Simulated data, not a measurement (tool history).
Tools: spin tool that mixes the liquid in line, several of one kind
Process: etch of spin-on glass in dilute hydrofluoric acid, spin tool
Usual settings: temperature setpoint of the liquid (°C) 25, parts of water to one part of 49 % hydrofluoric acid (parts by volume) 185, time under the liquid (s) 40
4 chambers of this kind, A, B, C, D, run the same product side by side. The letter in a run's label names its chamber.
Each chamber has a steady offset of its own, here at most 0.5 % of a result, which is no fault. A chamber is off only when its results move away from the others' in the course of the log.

run,hour,temperature setpoint of the liquid (°C),parts of water to one part of 49 % hydrofluoric acid (parts by volume),time under the liquid (s),"read-back film thickness of the spin-on glass reference wafer, read on the same gauge (nm)",thickness taken off the spin-on glass on a monitor wafer (angstrom)
1D,12.5,25,185,40,149.98,83.584
2B,24.4,25,185,40,150.04,82.024
3C,36.5,25,185,40,150.02,82.867
4A,43.2,25,185,40,150,81.748
5B,57.7,25,185,40,149.99,81.661
6D,67,25,185,40,150,82.404
# hour 72.7: chamber C: thermometer replaced
7C,73.4,25,185,40,150.01,82.158
8A,84.8,25,185,40,150,83.221
9D,98.9,25,185,40,149.98,82.308
10A,107.1,25,185,40,149.98,83.29
11B,119,20.5,185,20,149.99,34.939
12C,130.1,20.5,185,20,149.97,34.582
13A,139.4,20.5,185,20,149.99,35.794
14B,151.7,20.5,185,20,149.99,34.81
15C,164.8,25,185,40,150,81.421
16D,173.4,25,185,40,149.97,83.019
17B,183.5,25,185,40,150.04,82.849
18A,192.3,25,185,40,150.02,85.391
19C,206.5,25,185,40,149.98,82.4
20D,213.5,25,185,40,150.01,82.267
21C,224,25,185,40,149.97,82.492
22B,231.9,25,185,40,150.01,82.727
23D,245,25,185,40,150.01,82.644
24A,257.1,25,185,40,150,86.288
25C,265.1,25,185,40,149.99,82.574
26D,276.4,25,185,40,149.99,82.167
27B,290.3,25,185,40,149.98,83.007
28A,297.6,25,185,40,150.02,87.989
29C,311.2,25,185,40,149.96,81.932
30B,324.1,25,185,40,150.03,83.174
31A,336.2,25,185,40,150.01,87.82
32D,345.3,25,185,40,149.97,82.353
33A,358.9,25,185,40,150.04,88.467
34B,368.3,25,185,40,150.05,81.287
35D,381.7,25,210,20,150.02,35.2
36C,390.6,25,210,20,149.99,35.446

What goes on in this fleet: one chamber off, a drifting gauge, or nothing beyond the chambers' own small offsets? Name the chamber and the cause, if any.

Chamber A drifts away from the others.
Cause: liquid hotter than its thermometer reads (K) = 2.38.
The log may not tell that from: hydrofluoric acid flow above the setpoint (%).

Here are 4 candidates for chamber A's next run, each the usual settings with a change, their results left as question marks. Which one brings its results back in line with what the others give on the usual settings?
In line means no further than this from the other chambers' mean on the usual settings: thickness taken off the spin-on glass on a monitor wafer (angstrom) 2.1
37A-1,401.1,29.5,185,40,,?
37A-2,401.1,22.5,185,40,,?
37A-3,401.1,27.5,185,40,,?
37A-4,401.1,24.5,185,35,,?

The other chambers' mean on the usual settings: thickness taken off the spin-on glass on a monitor wafer (angstrom) 82.334
run,thickness taken off the spin-on glass on a monitor wafer (angstrom)
37A-1,104.64
37A-2,81.501
37A-3,97.639
37A-4,76.727
37A-2 brings the chamber back in line.
